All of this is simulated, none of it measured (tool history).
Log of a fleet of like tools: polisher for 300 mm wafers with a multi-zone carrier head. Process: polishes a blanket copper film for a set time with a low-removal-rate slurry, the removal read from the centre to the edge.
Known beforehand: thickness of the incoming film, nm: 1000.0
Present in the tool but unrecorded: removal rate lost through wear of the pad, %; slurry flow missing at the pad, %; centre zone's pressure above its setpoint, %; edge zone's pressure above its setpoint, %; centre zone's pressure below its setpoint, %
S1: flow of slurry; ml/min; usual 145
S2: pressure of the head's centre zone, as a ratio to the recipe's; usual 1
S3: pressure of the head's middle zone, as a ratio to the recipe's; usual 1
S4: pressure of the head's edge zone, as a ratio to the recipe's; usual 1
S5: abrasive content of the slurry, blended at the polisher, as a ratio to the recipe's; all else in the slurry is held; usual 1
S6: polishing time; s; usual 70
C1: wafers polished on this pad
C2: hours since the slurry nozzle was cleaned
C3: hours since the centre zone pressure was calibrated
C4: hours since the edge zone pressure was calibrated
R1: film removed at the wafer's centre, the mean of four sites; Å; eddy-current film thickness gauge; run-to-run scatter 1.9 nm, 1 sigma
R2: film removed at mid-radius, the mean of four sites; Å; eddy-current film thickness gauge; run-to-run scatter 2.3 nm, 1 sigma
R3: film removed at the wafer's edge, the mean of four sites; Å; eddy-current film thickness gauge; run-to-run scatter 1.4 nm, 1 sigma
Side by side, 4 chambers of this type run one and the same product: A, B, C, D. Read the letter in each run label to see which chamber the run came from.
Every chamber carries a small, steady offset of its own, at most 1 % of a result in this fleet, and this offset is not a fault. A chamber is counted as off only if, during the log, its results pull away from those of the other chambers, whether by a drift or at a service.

run 1D day=0.558 | S1=145 S2=1 S3=1 S4=1 S5=1 S6=70 | C1=628 C2=377.5 C3=681.3 C4=765.1 | R1=1729.3 R2=1701.8 R3=1716.6
run 2B day=1.096 | S1=145 S2=1 S3=1 S4=1 S5=1 S6=70 | C1=1140 C2=258 C3=549.7 C4=262 | R1=1763.6 R2=1704.4 R3=1744.4
-- day=1.321 chamber B: centre zone pressure recalibrated
-- day=1.379 chamber B: worn pad replaced by a new one
run 3A day=1.525 | S1=145 S2=1 S3=1 S4=1 S5=1 S6=70 | C1=687 C2=67.7 C3=661.8 C4=151.8 | R1=1732.2 R2=1741 R3=1733.3
-- day=1.758 chamber D: centre zone pressure recalibrated
run 4C day=1.925 | S1=145 S2=1 S3=1 S4=1 S5=1 S6=70 | C1=831 C2=71.8 C3=109.4 C4=159.7 | R1=1706.6 R2=1696.6 R3=1713.2
run 5A day=2.329 | S1=120 S2=1 S3=1 S4=1 S5=1 S6=70 | C1=970 C2=87 C3=681.1 C4=171.1 | R1=1640.7 R2=1634.8 R3=1685.5
run 6C day=2.725 | S1=120 S2=1 S3=1 S4=1 S5=1 S6=70 | C1=1113 C2=91 C3=128.6 C4=178.9 | R1=1665.5 R2=1650.8 R3=1681.2
-- day=2.825 chamber D: worn pad replaced by a new one
run 7D day=3.254 | S1=120 S2=1 S3=1 S4=1 S5=1 S6=70 | C1=151 C2=442.2 C3=35.9 C4=829.8 | R1=1621.3 R2=1659.8 R3=1684.9
run 8B day=3.596 | S1=120 S2=1 S3=1 S4=1 S5=1 S6=70 | C1=781 C2=318 C3=54.6 C4=322 | R1=1637 R2=1633.6 R3=1678.3
-- day=3.612 chamber C: worn pad replaced by a new one
-- day=3.638 chamber A: worn pad replaced by a new one
run 9A day=4.008 | S1=145 S2=1 S3=1 S4=1 S5=1 S6=70 | C1=131 C2=127.3 C3=721.4 C4=211.4 | R1=1744.1 R2=1730.8 R3=1738.7
run 10D day=4.508 | S1=145 S2=1 S3=1 S4=1 S5=1 S6=70 | C1=593 C2=472.3 C3=66 C4=859.9 | R1=1699.5 R2=1713.1 R3=1690.8
run 11C day=5.038 | S1=145 S2=1 S3=1 S4=1 S5=1 S6=70 | C1=502 C2=146.5 C3=184.1 C4=234.4 | R1=1743.7 R2=1665 R3=1736.5
-- day=5.221 chamber B: worn pad replaced by a new one
run 12B day=5.425 | S1=145 S2=1 S3=1 S4=1 S5=1 S6=70 | C1=72 C2=361.9 C3=98.5 C4=365.9 | R1=1723.6 R2=1729.3 R3=1715.5
run 13D day=5.758 | S1=145 S2=1 S3=1 S4=1 S5=1 S6=70 | C1=1033 C2=502.3 C3=96 C4=889.9 | R1=1674.9 R2=1723.7 R3=1708.9
run 14A day=6.217 | S1=145 S2=1 S3=1 S4=1 S5=1 S6=70 | C1=909 C2=180.3 C3=774.4 C4=264.4 | R1=1719.6 R2=1734.8 R3=1765
run 15B day=6.538 | S1=145 S2=1 S3=1 S4=1 S5=1 S6=82 | C1=464 C2=388.6 C3=125.2 C4=392.6 | R1=2002.8 R2=1989.7 R3=2018.7
-- day=6.567 chamber D: worn pad replaced by a new one
run 16C day=6.804 | S1=145 S2=1 S3=1 S4=1 S5=1 S6=82 | C1=1124 C2=188.9 C3=226.5 C4=276.8 | R1=2012.1 R2=1971.1 R3=2017.5
run 17D day=7.146 | S1=145 S2=1 S3=1 S4=1 S5=1 S6=82 | C1=204 C2=535.6 C3=129.3 C4=923.2 | R1=1986.2 R2=1979.6 R3=2013
-- day=7.604 chamber C: worn pad replaced by a new one
run 18B day=7.658 | S1=145 S2=1 S3=1 S4=1 S5=1 S6=82 | C1=858 C2=415.5 C3=152.1 C4=419.5 | R1=2034.6 R2=1975.8 R3=2047.2
run 19C day=7.925 | S1=145 S2=1 S3=1 S4=1 S5=1 S6=70 | C1=114 C2=215.8 C3=253.4 C4=303.7 | R1=1711.5 R2=1712.9 R3=1703.7
-- day=8.05 chamber A: worn pad replaced by a new one
run 20A day=8.467 | S1=145 S2=1 S3=1 S4=1 S5=1 S6=70 | C1=148 C2=234.3 C3=828.4 C4=318.4 | R1=1687.4 R2=1688.1 R3=1747
run 21D day=8.833 | S1=145 S2=1 S3=1 S4=1 S5=1 S6=70 | C1=798 C2=576.1 C3=169.8 C4=963.7 | R1=1704.1 R2=1710.6 R3=1687.1
-- day=8.85 chamber B: worn pad replaced by a new one
-- day=9.058 chamber B: edge zone pressure recalibrated
run 22C day=9.279 | S1=145 S2=1 S3=1 S4=1 S5=1 S6=70 | C1=591 C2=248.3 C3=285.9 C4=336.2 | R1=1679.9 R2=1696.9 R3=1722.4
run 23B day=9.729 | S1=145 S2=1 S3=1 S4=1 S5=1 S6=70 | C1=310 C2=465.2 C3=201.8 C4=16.1 | R1=1717.6 R2=1671.4 R3=1712.7
run 24A day=10.162 | S1=145 S2=0.95 S3=1 S4=1 S5=1 S6=79 | C1=745 C2=275 C3=869.1 C4=359.1 | R1=1803.3 R2=1938.6 R3=1938.9
-- day=10.492 chamber D: worn pad replaced by a new one
run 25D day=10.633 | S1=145 S2=0.95 S3=1 S4=1 S5=1 S6=79 | C1=50 C2=619.3 C3=213 C4=1006.9 | R1=1819.3 R2=1912.6 R3=1908.2
run 26C day=11.158 | S1=145 S2=0.95 S3=1 S4=1 S5=1 S6=79 | C1=1253 C2=293.4 C3=331 C4=381.3 | R1=1839.6 R2=1941.1 R3=1928.7
-- day=11.371 chamber A: centre zone pressure recalibrated
run 27A day=11.483 | S1=145 S2=0.95 S3=1 S4=1 S5=1 S6=79 | C1=1210 C2=306.7 C3=2.8 C4=390.8 | R1=1821.8 R2=1919.9 R3=1934.7
-- day=11.771 chamber C: worn pad replaced by a new one
run 28B day=11.821 | S1=145 S2=1 S3=1 S4=1 S5=1 S6=70 | C1=1047 C2=515.4 C3=252 C4=66.3 | R1=1724.5 R2=1735.2 R3=1713.5
-- day=11.942 chamber C: slurry nozzle cleaned
-- day=12.225 chamber B: worn pad replaced by a new one
-- day=12.325 chamber A: worn pad replaced by a new one
run 29B day=12.396 | S1=145 S2=1 S3=1 S4=1 S5=1 S6=70 | C1=61 C2=529.2 C3=265.8 C4=80.1 | R1=1752.6 R2=1686.9 R3=1724.9
-- day=12.446 chamber B: slurry nozzle cleaned
run 30C day=12.858 | S1=145 S2=1 S3=1 S4=1 S5=1 S6=70 | C1=384 C2=22.1 C3=371.8 C4=422.1 | R1=1714.4 R2=1710 R3=1710.8
-- day=13.071 chamber C: centre zone pressure recalibrated
-- day=13.233 chamber C: edge zone pressure recalibrated
run 31D day=13.367 | S1=145 S2=1 S3=1 S4=1 S5=1 S6=70 | C1=1013 C2=684.9 C3=278.6 C4=1072.5 | R1=1695.7 R2=1753.1 R3=1749.2
run 32A day=13.65 | S1=145 S2=1 S3=1 S4=1 S5=1 S6=70 | C1=467 C2=358.7 C3=54.8 C4=442.8 | R1=1724.2 R2=1715.5 R3=1715
run 33A day=13.958 | S1=145 S2=1 S3=1 S4=1 S5=1 S6=70 | C1=576 C2=366.1 C3=62.2 C4=450.2 | R1=1741.1 R2=1688.5 R3=1734.2
-- day=14.517 chamber D: worn pad replaced by a new one
run 34C day=14.525 | S1=145 S2=1 S3=1 S4=1 S5=0.85 S6=70 | C1=971 C2=62.1 C3=34.9 C4=31.1 | R1=1655.1 R2=1635 R3=1660.1
run 35B day=15.012 | S1=145 S2=1 S3=1 S4=1 S5=0.85 S6=70 | C1=982 C2=61.7 C3=328.6 C4=142.9 | R1=1688 R2=1653.3 R3=1665.9
run 36D day=15.462 | S1=145 S2=1 S3=1 S4=1 S5=0.85 S6=70 | C1=333 C2=735.2 C3=328.9 C4=1122.8 | R1=1634.8 R2=1670.2 R3=1651.8
-- day=15.592 chamber C: worn pad replaced by a new one
run 37A day=15.788 | S1=145 S2=1 S3=1 S4=1 S5=0.85 S6=70 | C1=1220 C2=410 C3=106.1 C4=494.1 | R1=1695.1 R2=1644 R3=1668.4
-- day=15.883 chamber B: worn pad replaced by a new one
run 38D day=16.3 | S1=145 S2=1 S3=1 S4=1 S5=1 S6=70 | C1=628 C2=755.3 C3=349 C4=1142.9 | R1=1701.6 R2=1726.7 R3=1739.8
-- day=16.508 chamber A: worn pad replaced by a new one
run 39C day=16.662 | S1=145 S2=1 S3=1 S4=1 S5=1 S6=70 | C1=378 C2=113.4 C3=86.2 C4=82.4 | R1=1714.2 R2=1705.4 R3=1700.3
run 40B day=17.246 | S1=145 S2=1 S3=1 S4=1 S5=1 S6=70 | C1=480 C2=115.3 C3=382.2 C4=196.5 | R1=1722.4 R2=1751.2 R3=1736.2
run 41B day=17.829 | S1=145 S2=1 S3=1 S4=1 S5=1 S6=57 | C1=685 C2=129.3 C3=396.2 C4=210.5 | R1=1415.4 R2=1421.9 R3=1376.3
-- day=18.088 chamber D: worn pad replaced by a new one
run 42A day=18.212 | S1=145 S2=1 S3=1 S4=1 S5=1 S6=57 | C1=601 C2=468.2 C3=164.3 C4=552.3 | R1=1419.6 R2=1399 R3=1402
run 43D day=18.788 | S1=145 S2=1 S3=1 S4=1 S5=1 S6=57 | C1=247 C2=815 C3=408.7 C4=1202.6 | R1=1374.3 R2=1401.2 R3=1403.7

The same settings go to every chamber for the next run, one line per chamber below. Forecast the results for each:
run 44A day=19.204 | S1=145 S2=1 S3=1 S4=1 S5=1 S6=70 | R1=? R2=? R3=?
run 44B day=19.204 | S1=145 S2=1 S3=1 S4=1 S5=1 S6=70 | R1=? R2=? R3=?
run 44C day=19.204 | S1=145 S2=1 S3=1 S4=1 S5=1 S6=70 | R1=? R2=? R3=?
run 44D day=19.204 | S1=145 S2=1 S3=1 S4=1 S5=1 S6=70 | R1=? R2=? R3=?

run=44A R1=1716.3 R2=1725.7 R3=1705.7
run=44B R1=1740.5 R2=1713.6 R3=1712.6
run=44C R1=1711 R2=1688.6 R3=1742.6
run=44D R1=1725.9 R2=1715.6 R3=1713.8

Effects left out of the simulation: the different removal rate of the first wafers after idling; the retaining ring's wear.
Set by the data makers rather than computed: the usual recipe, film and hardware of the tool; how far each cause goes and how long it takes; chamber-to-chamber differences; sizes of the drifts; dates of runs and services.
